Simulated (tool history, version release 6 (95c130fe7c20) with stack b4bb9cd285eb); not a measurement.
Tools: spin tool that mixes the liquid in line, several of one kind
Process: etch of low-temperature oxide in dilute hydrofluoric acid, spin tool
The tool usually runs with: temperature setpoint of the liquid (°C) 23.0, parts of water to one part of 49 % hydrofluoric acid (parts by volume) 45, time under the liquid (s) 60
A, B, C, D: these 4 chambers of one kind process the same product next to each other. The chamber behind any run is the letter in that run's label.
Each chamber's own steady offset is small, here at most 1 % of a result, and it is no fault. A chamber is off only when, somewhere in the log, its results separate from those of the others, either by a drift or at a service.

run   hour  temperature setpoint of the liquid (°C)  parts of water to one part of 49 % hydrofluoric acid (parts by volume)  time under the liquid (s)  read-back film thickness of the low-temperature oxide reference wafer, read on the same gauge (nm)  thickness taken off the low-temperature oxide on a monitor wafer (angstrom)
 1C    7.9                                     23.0                                                                      45                         60                                                                                              90.008                                                                       366.46
 2D   19.2                                     23.0                                                                      45                         60                                                                                              90.009                                                                       367.37
 3B   34.2                                     23.0                                                                      45                         60                                                                                              89.998                                                                       369.98
 4A   45.8                                     23.0                                                                      45                         60                                                                                              90.000                                                                       373.30
 5B   54.8                                     19.0                                                                      60                         60                                                                                              90.007                                                                       229.35
 6A   62.4                                     19.0                                                                      60                         60                                                                                              89.994                                                                       231.17
 7C   75.8                                     19.0                                                                      60                         60                                                                                              89.989                                                                       228.72
 8D   88.8                                     19.0                                                                      60                         60                                                                                              90.017                                                                       228.10
 9A  103.8                                     23.0                                                                      35                         60                                                                                              89.999                                                                       479.09
10C  113.5                                     23.0                                                                      35                         60                                                                                              90.010                                                                       475.85
11B  128.2                                     23.0                                                                      35                         60                                                                                              90.016                                                                       481.54
12D  140.2                                     23.0                                                                      35                         60                                                                                              89.959                                                                       477.58
     146.0  -- chamber A: hydrofluoric acid flow meter replaced
13D  156.1                                     26.0                                                                      35                         60                                                                                              90.011                                                                       545.10
14B  169.3                                     26.0                                                                      35                         60                                                                                              90.028                                                                       547.67
15C  184.8                                     26.0                                                                      35                         60                                                                                              90.020                                                                       546.35
16A  195.9                                     26.0                                                                      35                         60                                                                                              90.022                                                                       549.41
17C  206.4                                     23.0                                                                      45                         60                                                                                              90.002                                                                       370.31
18D  218.1                                     23.0                                                                      45                         60                                                                                              90.012                                                                       367.64
19A  226.1                                     23.0                                                                      45                         60                                                                                              89.987                                                                       369.47
20B  242.1                                     23.0                                                                      45                         60                                                                                              90.035                                                                       371.43
21B  255.2                                     23.0                                                                      45                         60                                                                                              90.018                                                                       369.23
22C  264.7                                     28.0                                                                      45                         60                                                                                              90.020                                                                       455.69
     270.7  -- chamber D: hydrofluoric acid flow meter replaced
23A  276.9                                     28.0                                                                      45                         60                                                                                              89.986                                                                       460.57
24D  289.7                                     28.0                                                                      45                         60                                                                                              89.983                                                                       451.42
25D  305.1                                     28.0                                                                      45                         60                                                                                              89.996                                                                       450.21
26B  315.6                                     23.0                                                                      45                         60                                                                                              90.001                                                                       371.56
27C  324.5                                     23.0                                                                      45                         60                                                                                              89.979                                                                       367.78
28A  339.2                                     23.0                                                                      45                         60                                                                                              90.033                                                                       373.80
29B  354.5                                     18.0                                                                      45                         85                                                                                              89.974                                                                       424.87

All chambers now run identical settings, listed one chamber a line with results as question marks. What results will each chamber show?
30A  366.1                                     21.5                                                                      45                         60                                                                                                                                                                                ?
30B  366.1                                     21.5                                                                      45                         60                                                                                                                                                                                ?
30C  366.1                                     21.5                                                                      45                         60                                                                                                                                                                                ?
30D  366.1                                     21.5                                                                      45                         60                                                                                                                                                                                ?

run  thickness taken off the low-temperature oxide on a monitor wafer (angstrom)
30A                                                                       350.26
30B                                                                       346.40
30C                                                                       347.59
30D                                                                       343.79
